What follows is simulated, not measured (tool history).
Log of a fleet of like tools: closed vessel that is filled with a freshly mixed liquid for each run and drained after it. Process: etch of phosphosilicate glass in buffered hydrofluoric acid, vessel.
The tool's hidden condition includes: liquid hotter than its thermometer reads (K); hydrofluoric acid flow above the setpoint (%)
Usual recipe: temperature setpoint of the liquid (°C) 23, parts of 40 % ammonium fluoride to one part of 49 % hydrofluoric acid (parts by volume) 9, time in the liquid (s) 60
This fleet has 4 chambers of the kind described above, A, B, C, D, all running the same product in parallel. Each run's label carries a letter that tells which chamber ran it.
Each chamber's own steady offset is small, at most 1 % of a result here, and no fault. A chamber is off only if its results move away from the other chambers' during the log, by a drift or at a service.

| run | hour | temperature setpoint of the liquid (°C) | parts of 40 % ammonium fluoride to one part of 49 % hydrofluoric acid (parts by volume) | time in the liquid (s) | hours since the thermometer was replaced | hours since the hydrofluoric acid flow meter was replaced | read-back film thickness of the phosphosilicate glass reference wafer, read on the same gauge (nm) | thickness taken off the phosphosilicate glass on a monitor wafer (nm) |
|---|---|---|---|---|---|---|---|---|
| 1D | 4.5 | 23 | 9 | 60 | 1672.6 | 1290.9 | 89.993 | 346.99 |
| 2B | 9.6 | 23 | 9 | 60 | 357.5 | 447.3 | 90.025 | 345.41 |
| 3C | 12.8 | 23 | 9 | 60 | 1172.6 | 467.8 | 89.994 | 348.27 |
| 4A | 17 | 23 | 9 | 60 | 1168 | 1021.9 | 90.005 | 348.2 |
| 5B | 21 | 23 | 9 | 60 | 368.9 | 458.7 | 89.991 | 348.33 |
| 6D | 26.1 | 23 | 9 | 60 | 1694.2 | 1312.5 | 89.995 | 346.19 |
| 7A | 29.4 | 23 | 9 | 80 | 1180.4 | 1034.3 | 89.975 | 464.62 |
| 8C | 32.3 | 23 | 9 | 80 | 1192.1 | 487.3 | 90.036 | 463.33 |
| 9B | 34.5 | 23 | 9 | 80 | 382.4 | 472.2 | 89.983 | 465.41 |
| 10D | 39.7 | 23 | 9 | 80 | 1707.8 | 1326.1 | 90.008 | 460.21 |
| 11A | 43.4 | 23 | 9 | 60 | 1194.4 | 1048.3 | 89.993 | 351.15 |
| 12C | 47.3 | 23 | 9 | 60 | 1207.1 | 502.3 | 89.995 | 346.56 |
| 13C | 51 | 23 | 9 | 60 | 1210.8 | 506 | 89.976 | 346.32 |
| 14A | 56 | 23 | 9 | 60 | 1207 | 1060.9 | 89.988 | 349.43 |
| 15D | 58.9 | 23 | 9 | 60 | 1727 | 1345.3 | 90.014 | 347.15 |
| 16B | 63.2 | 23 | 9 | 60 | 411.1 | 500.9 | 90.029 | 346.46 |
| 17C | 67.4 | 23 | 9 | 60 | 1227.2 | 522.4 | 90 | 347.81 |
| 18A | 72.4 | 23 | 9 | 60 | 1223.4 | 1077.3 | 89.968 | 352.1 |
| 19B | 75.1 | 25 | 9 | 60 | 423 | 512.8 | 90.003 | 383.56 |
| 20D | 78.2 | 25 | 9 | 60 | 1746.3 | 1364.6 | 90.025 | 388.57 |
| 21A | 81.6 | 25 | 9 | 60 | 1232.6 | 1086.5 | 89.991 | 394.58 |
| 22D | 85.4 | 25 | 9 | 60 | 1753.5 | 1371.8 | 89.983 | 385.76 |
| 23B | 90.3 | 23 | 9 | 60 | 438.2 | 528 | 90 | 350.62 |
| 24C | 95.5 | 23 | 9 | 60 | 1255.3 | 550.5 | 90.01 | 347.03 |
| 25B | 97.9 | 23 | 9 | 60 | 445.8 | 535.6 | 89.993 | 346.79 |
| 26A | 101.2 | 23 | 9 | 60 | 1252.2 | 1106.1 | 89.964 | 359.27 |
| 27D | 104.7 | 23 | 9 | 60 | 1772.8 | 1391.1 | 90.003 | 348.81 |
| 28C | 108.8 | 23 | 9 | 60 | 1268.6 | 563.8 | 89.995 | 347.24 |
| 29C | 113 | 23 | 9 | 60 | 1272.8 | 568 | 89.984 | 348.85 |
|  | 116.9 | chamber D: hydrofluoric acid flow meter replaced |
| 30B | 117.8 | 23 | 9 | 60 | 465.7 | 555.5 | 90.01 | 347.19 |
| 31A | 122.6 | 23 | 9 | 60 | 1273.6 | 1127.5 | 90.018 | 362.94 |
| 32D | 126.9 | 27 | 7 | 60 | 1795 | 10.1 | 89.989 | 564.58 |
| 33B | 130.1 | 27 | 7 | 60 | 478 | 567.8 | 89.99 | 566.7 |
| 34A | 134.8 | 27 | 7 | 60 | 1285.8 | 1139.7 | 90.014 | 591.16 |
| 35C | 138.9 | 27 | 7 | 60 | 1298.7 | 593.9 | 90.024 | 565.05 |

For the next run the whole fleet of 4 chambers uses the same settings. Give each chamber's results:
| 36A | 142.6 | 23 | 9 | 60 |  |  |  | ? |
| 36B | 142.6 | 23 | 9 | 60 |  |  |  | ? |
| 36C | 142.6 | 23 | 9 | 60 |  |  |  | ? |
| 36D | 142.6 | 23 | 9 | 60 |  |  |  | ? |

| run | thickness taken off the phosphosilicate glass on a monitor wafer (nm) |
|---|---|
| 36A | 366.65 |
| 36B | 346.49 |
| 36C | 344.71 |
| 36D | 346.79 |
